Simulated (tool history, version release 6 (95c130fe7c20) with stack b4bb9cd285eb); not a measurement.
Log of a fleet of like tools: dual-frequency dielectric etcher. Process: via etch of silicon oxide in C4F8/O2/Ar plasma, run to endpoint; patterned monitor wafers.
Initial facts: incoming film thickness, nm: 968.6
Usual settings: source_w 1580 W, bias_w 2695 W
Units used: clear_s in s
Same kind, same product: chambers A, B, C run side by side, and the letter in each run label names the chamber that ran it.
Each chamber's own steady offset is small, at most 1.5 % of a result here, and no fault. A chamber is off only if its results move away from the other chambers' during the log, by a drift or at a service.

Run 1C, hour 10.6: usual settings. Result: clear_s 190.08 s.
Run 2B, hour 17.7: usual settings. Result: clear_s 190.26 s.
Run 3A, hour 25.7: usual settings. Result: clear_s 190.99 s.
Run 4C, hour 35.5: usual settings. Result: clear_s 188.27 s.
Run 5B, hour 40.6: usual settings. Result: clear_s 191.44 s.
Run 6A, hour 51.1: usual settings. Result: clear_s 192.25 s.
Run 7A, hour 61.5: usual settings. Result: clear_s 191.49 s.
Run 8B, hour 72.1: usual settings. Result: clear_s 190.51 s.
Run 9C, hour 82.9: usual settings. Result: clear_s 189.33 s.
Run 10C, hour 89.3: usual settings. Result: clear_s 188.09 s.
Run 11B, hour 97.1: usual settings. Result: clear_s 190.42 s.
Run 12A, hour 106.6: usual settings. Result: clear_s 192.23 s.
Run 13B, hour 111.9: usual settings. Result: clear_s 189.77 s.
Run 14C, hour 118.4: usual settings. Result: clear_s 190.12 s.
Run 15A, hour 126.9: usual settings. Result: clear_s 191.48 s.
Run 16C, hour 133.4: usual settings. Result: clear_s 189.74 s.
At hour 135.0: chamber A: wet clean of the chamber.
Run 17A, hour 139.8: usual settings. Result: clear_s 197.18 s.
Run 18B, hour 148.1: usual settings. Result: clear_s 190.46 s.
Run 19A, hour 154.6: usual settings. Result: clear_s 198.51 s.
Run 20B, hour 162.4: usual settings. Result: clear_s 190.01 s.
Run 21C, hour 169.3: usual settings. Result: clear_s 190.23 s.
Run 22A, hour 174.5: usual settings but source_w 1790 W, bias_w 2309 W. Result: clear_s 195.97 s.
Run 23C, hour 183.2: usual settings but source_w 1790 W, bias_w 2309 W. Result: clear_s 187.87 s.
Run 24B, hour 189.1: usual settings but source_w 1790 W, bias_w 2309 W. Result: clear_s 189.82 s.
Run 25B, hour 199.0: usual settings. Result: clear_s 190.79 s.
Run 26C, hour 206.5: usual settings. Result: clear_s 188.44 s.
Run 27A, hour 214.2: usual settings. Result: clear_s 198.90 s.
Run 28A, hour 224.8: usual settings but bias_w 3144 W. Result: clear_s 187.57 s.
At hour 226.7: chamber B: wet clean of the chamber.
Run 29B, hour 235.4: usual settings but bias_w 3144 W. Result: clear_s 181.57 s.
Run 30C, hour 244.1: usual settings but bias_w 3144 W. Result: clear_s 180.85 s.
Run 31A, hour 251.2: usual settings. Result: clear_s 198.28 s.
Run 32B, hour 259.5: usual settings. Result: clear_s 189.76 s.
Run 33C, hour 264.3: usual settings. Result: clear_s 190.43 s.
Run 34A, hour 273.1: usual settings but source_w 1340 W, bias_w 2285 W. Result: clear_s 221.18 s.
Run 35C, hour 281.1: usual settings but source_w 1340 W, bias_w 2285 W. Result: clear_s 211.49 s.
Run 36B, hour 290.8: usual settings but source_w 1340 W, bias_w 2285 W. Result: clear_s 213.79 s.
Run 37C, hour 296.0: usual settings. Result: clear_s 188.73 s.
Run 38A, hour 300.7: usual settings. Result: clear_s 198.13 s.

Each of the 3 chambers runs these same settings next. Fill in every chamber's results:
Run 39A, hour 308.4: usual settings. Result: clear_s ?.
Run 39B, hour 308.4: usual settings. Result: clear_s ?.
Run 39C, hour 308.4: usual settings. Result: clear_s ?.

run  clear_s
39A   198.07
39B   190.31
39C   188.51
